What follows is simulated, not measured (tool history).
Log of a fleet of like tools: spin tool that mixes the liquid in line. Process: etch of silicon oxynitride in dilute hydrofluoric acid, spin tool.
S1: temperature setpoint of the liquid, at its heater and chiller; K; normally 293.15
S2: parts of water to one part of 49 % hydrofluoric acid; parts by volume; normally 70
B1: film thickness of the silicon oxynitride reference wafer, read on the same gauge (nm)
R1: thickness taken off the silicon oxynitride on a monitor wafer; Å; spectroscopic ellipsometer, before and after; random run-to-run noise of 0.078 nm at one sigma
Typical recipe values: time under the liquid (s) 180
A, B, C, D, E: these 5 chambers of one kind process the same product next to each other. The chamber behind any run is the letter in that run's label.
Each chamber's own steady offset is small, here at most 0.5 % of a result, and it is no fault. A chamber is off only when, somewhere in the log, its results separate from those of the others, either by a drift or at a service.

-- hour=5.4 chamber E: thermometer replaced
run 1D hour=6.2 | S1=293.15 S2=70 time_under_the_liquid_(s)=180 | B1=90.009 | R1=101.32
-- hour=10.1 chamber D: thermometer replaced
run 2E hour=13.2 | S1=293.15 S2=70 time_under_the_liquid_(s)=180 | B1=90.001 | R1=99.883
run 3A hour=25.3 | S1=293.15 S2=70 time_under_the_liquid_(s)=180 | B1=89.996 | R1=102.24
run 4C hour=32.9 | S1=293.15 S2=70 time_under_the_liquid_(s)=180 | B1=89.981 | R1=99.644
run 5B hour=40.5 | S1=293.15 S2=70 time_under_the_liquid_(s)=180 | B1=89.989 | R1=100.79
run 6A hour=53.3 | S1=293.15 S2=70 time_under_the_liquid_(s)=180 | B1=90.012 | R1=101.28
run 7E hour=61.7 | S1=293.15 S2=70 time_under_the_liquid_(s)=180 | B1=90.016 | R1=100.79
run 8D hour=70 | S1=293.15 S2=70 time_under_the_liquid_(s)=180 | B1=89.995 | R1=102.13
run 9B hour=77 | S1=293.15 S2=70 time_under_the_liquid_(s)=180 | B1=90.006 | R1=100.27
run 10C hour=88.8 | S1=293.15 S2=70 time_under_the_liquid_(s)=180 | B1=90.021 | R1=100.73
run 11E hour=95.7 | S1=293.15 S2=70 time_under_the_liquid_(s)=180 | B1=89.989 | R1=101.46
run 12D hour=103.6 | S1=290.15 S2=70 time_under_the_liquid_(s)=180 | B1=89.975 | R1=86.341
run 13B hour=115.5 | S1=290.15 S2=70 time_under_the_liquid_(s)=180 | B1=89.981 | R1=87.477
run 14A hour=123.5 | S1=290.15 S2=70 time_under_the_liquid_(s)=180 | B1=89.993 | R1=86.197
run 15C hour=135.5 | S1=290.15 S2=70 time_under_the_liquid_(s)=180 | B1=90.01 | R1=87.165
run 16A hour=142.9 | S1=290.15 S2=70 time_under_the_liquid_(s)=180 | B1=90.002 | R1=86.095
run 17D hour=155.5 | S1=293.15 S2=70 time_under_the_liquid_(s)=180 | B1=89.987 | R1=101.32
run 18E hour=164.7 | S1=291.15 S2=50 time_under_the_liquid_(s)=180 | B1=90.007 | R1=129.39
run 19C hour=173.6 | S1=291.15 S2=50 time_under_the_liquid_(s)=180 | B1=89.988 | R1=127.22
run 20B hour=186.7 | S1=291.15 S2=50 time_under_the_liquid_(s)=180 | B1=89.976 | R1=129.32
run 21B hour=198.1 | S1=291.15 S2=50 time_under_the_liquid_(s)=180 | B1=90.01 | R1=129.6
run 22A hour=211.4 | S1=291.15 S2=50 time_under_the_liquid_(s)=180 | B1=89.993 | R1=129.37
run 23D hour=220.2 | S1=295.15 S2=95 time_under_the_liquid_(s)=180 | B1=89.989 | R1=82.153
run 24C hour=233.5 | S1=295.15 S2=95 time_under_the_liquid_(s)=180 | B1=90.004 | R1=80.678
run 25E hour=243.5 | S1=295.15 S2=95 time_under_the_liquid_(s)=180 | B1=90.026 | R1=78.928
run 26B hour=252.9 | S1=295.15 S2=95 time_under_the_liquid_(s)=180 | B1=89.982 | R1=80.438
run 27C hour=261.1 | S1=295.15 S2=95 time_under_the_liquid_(s)=180 | B1=89.988 | R1=79.271
run 28E hour=267.4 | S1=293.15 S2=70 time_under_the_liquid_(s)=180 | B1=90.002 | R1=99.119
run 29D hour=276.2 | S1=297.65 S2=70 time_under_the_liquid_(s)=180 | B1=90.005 | R1=126
run 30A hour=289.2 | S1=297.65 S2=70 time_under_the_liquid_(s)=180 | B1=89.997 | R1=127.35
run 31D hour=297.2 | S1=297.65 S2=70 time_under_the_liquid_(s)=180 | B1=90.033 | R1=126.72
run 32E hour=308.4 | S1=297.65 S2=70 time_under_the_liquid_(s)=180 | B1=90.01 | R1=121.49
run 33B hour=316.7 | S1=297.65 S2=70 time_under_the_liquid_(s)=180 | B1=90.019 | R1=123.93
run 34A hour=328.5 | S1=293.15 S2=70 time_under_the_liquid_(s)=180 | B1=90.005 | R1=101.19
-- hour=336.4 chamber B: thermometer replaced
run 35C hour=342.1 | S1=293.15 S2=70 time_under_the_liquid_(s)=180 | B1=89.991 | R1=99.175
run 36C hour=350.8 | S1=293.15 S2=70 time_under_the_liquid_(s)=180 | B1=89.998 | R1=102.33
run 37A hour=364.5 | S1=293.15 S2=70 time_under_the_liquid_(s)=180 | B1=89.995 | R1=101.79
run 38B hour=375.1 | S1=293.15 S2=70 time_under_the_liquid_(s)=180 | B1=89.993 | R1=100.89
run 39D hour=382.4 | S1=293.15 S2=70 time_under_the_liquid_(s)=180 | B1=90.007 | R1=99.856
run 40E hour=394.3 | S1=293.15 S2=70 time_under_the_liquid_(s)=180 | B1=89.99 | R1=95.586

Is one chamber off against the others, does the gauge drift, or is nothing wrong? If a chamber is off, say which, and what the likeliest cause is.

It is chamber E that slowly wanders off from its peers.
Cause: hydrofluoric acid flow below the setpoint (%) = 5.22.
It could be hard to tell apart here from: liquid colder than its thermometer reads (K).

Chamber E could run next with any of the 4 candidate recipes listed below; each alters the usual settings, and their results appear as question marks. Which one brings its results back in line with what the other chambers deliver on the usual settings?
In-line tolerance around the mean of the other chambers on the usual settings: R1 2.7 Å
run 41E-1 hour=404.3 | S1=293.15 S2=70 time_under_the_liquid_(s)=200 | R1=?
run 41E-2 hour=404.3 | S1=293.15 S2=70 time_under_the_liquid_(s)=170 | R1=?
run 41E-3 hour=404.3 | S1=292.65 S2=70 time_under_the_liquid_(s)=165 | R1=?
run 41E-4 hour=404.3 | S1=293.15 S2=70 time_under_the_liquid_(s)=190 | R1=?

Other chambers, usual settings, mean: R1 101.07 Å
run=41E-1 R1=106.33
run=41E-2 R1=90.38
run=41E-3 R1=85.568
run=41E-4 R1=101.01
41E-4 brings the chamber back in line.

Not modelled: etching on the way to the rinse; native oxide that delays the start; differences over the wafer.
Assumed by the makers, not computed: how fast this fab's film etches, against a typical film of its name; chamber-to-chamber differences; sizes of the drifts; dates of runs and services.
